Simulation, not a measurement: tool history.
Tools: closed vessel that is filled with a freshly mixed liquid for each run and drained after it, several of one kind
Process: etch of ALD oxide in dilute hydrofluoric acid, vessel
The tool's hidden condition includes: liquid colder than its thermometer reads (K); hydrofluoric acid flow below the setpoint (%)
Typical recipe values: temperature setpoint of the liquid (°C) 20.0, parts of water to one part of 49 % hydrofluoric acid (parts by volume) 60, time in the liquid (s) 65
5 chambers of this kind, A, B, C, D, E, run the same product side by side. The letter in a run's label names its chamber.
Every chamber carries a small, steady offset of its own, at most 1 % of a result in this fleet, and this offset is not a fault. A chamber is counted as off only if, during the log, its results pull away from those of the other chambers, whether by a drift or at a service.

run	hour	temperature setpoint of the liquid (°C)	parts of water to one part of 49 % hydrofluoric acid (parts by volume)	time in the liquid (s)	hours since the thermometer was replaced	hours since the hydrofluoric acid flow meter was replaced	read-back film thickness of the ALD oxide reference wafer, read on the same gauge (nm)	thickness taken off the ALD oxide on a monitor wafer (nm)
1C	6.0	20.0	60	65	84.1	397.8	149.97	12.0060
2D	15.7	20.0	60	65	801.0	545.6	150.00	12.1690
3B	25.0	20.0	60	65	548.4	1942.8	149.97	12.1840
4E	32.6	20.0	60	65	473.3	557.8	150.03	12.0470
5A	39.6	20.0	60	65	1801.4	686.7	150.03	12.0230
6D	48.2	17.0	35	65	833.5	578.1	150.03	18.8540
7B	54.6	17.0	35	65	578.0	1972.4	150.02	18.6390
# hour 58.0: chamber A: hydrofluoric acid flow meter replaced
8C	61.9	17.0	35	65	140.0	453.7	149.98	18.8470
9A	70.8	17.0	35	65	1832.6	12.9	150.00	18.8990
10E	78.1	17.0	35	65	518.8	603.3	150.01	18.9250
11A	87.4	20.0	60	65	1849.2	29.5	149.98	12.2910
12B	99.4	20.0	60	65	622.8	2017.2	149.98	12.1700
13D	106.7	20.0	70	65	892.0	636.6	150.00	10.3580
14E	118.6	20.0	70	65	559.3	643.8	149.98	10.3950
15C	129.5	20.0	70	65	207.6	521.3	150.02	10.0790
# hour 134.9: chamber E: hydrofluoric acid flow meter replaced
16B	135.1	20.0	70	65	658.5	2052.9	150.03	10.2920
17D	142.4	20.0	70	65	927.7	672.3	150.01	10.2560
# hour 153.8: chamber B: hydrofluoric acid flow meter replaced
18C	155.2	20.0	60	65	233.3	547.0	150.02	11.8270
# hour 161.0: chamber D: hydrofluoric acid flow meter replaced
19A	165.0	20.0	60	65	1926.8	107.1	150.03	12.1710
20E	176.2	20.0	60	65	616.9	41.4	150.04	12.0980
21D	185.3	18.5	40	65	970.6	24.3	150.02	17.6350
22E	194.6	18.5	40	65	635.3	59.8	149.97	17.3880
23B	203.1	18.5	40	65	726.5	49.3	150.01	17.2130
24A	214.6	18.5	40	65	1976.4	156.7	149.98	17.4440
25C	226.3	18.5	40	65	304.4	618.1	150.01	16.9620
26E	235.6	20.0	60	65	676.3	100.8	150.01	12.0900
27D	244.5	20.0	60	65	1029.8	83.5	149.95	12.2360
28C	254.9	20.0	35	30	333.0	646.7	149.96	9.4979
29A	266.0	20.0	35	30	2027.8	208.1	150.00	9.9424
30B	272.3	20.0	35	30	795.7	118.5	150.03	9.7348

Decide between three cases: one chamber stands off from its peers, the gauge reading all wafers drifts, or nothing is wrong past each chamber's small offset. Where a chamber is off, say which and what most likely put it there.

One chamber, C, drifts off from the rest bit by bit.
What lies behind it: hydrofluoric acid flow below the setpoint (%) = 5.02.
The log may not separate it from: liquid colder than its thermometer reads (K).

Which of the 4 candidates below, each the usual settings with something changed and its results left as question marks, puts chamber C back in line with what the other chambers give on the usual settings?
In line here means within this much of the mean the other chambers give on the usual settings: thickness taken off the ALD oxide on a monitor wafer (nm) 0.2700
31C-1	281.5	21.5	60	65				?
31C-2	281.5	18.5	60	65				?
31C-3	281.5	20.5	60	65				?
31C-4	281.5	19.5	60	65				?

Usual-settings mean across the other chambers: thickness taken off the ALD oxide on a monitor wafer (nm) 12.1390
run	thickness taken off the ALD oxide on a monitor wafer (nm)
31C-1	12.1120
31C-2	10.6930
31C-3	11.6210
31C-4	11.1470
31C-1 puts the chamber back in line with the other chambers.

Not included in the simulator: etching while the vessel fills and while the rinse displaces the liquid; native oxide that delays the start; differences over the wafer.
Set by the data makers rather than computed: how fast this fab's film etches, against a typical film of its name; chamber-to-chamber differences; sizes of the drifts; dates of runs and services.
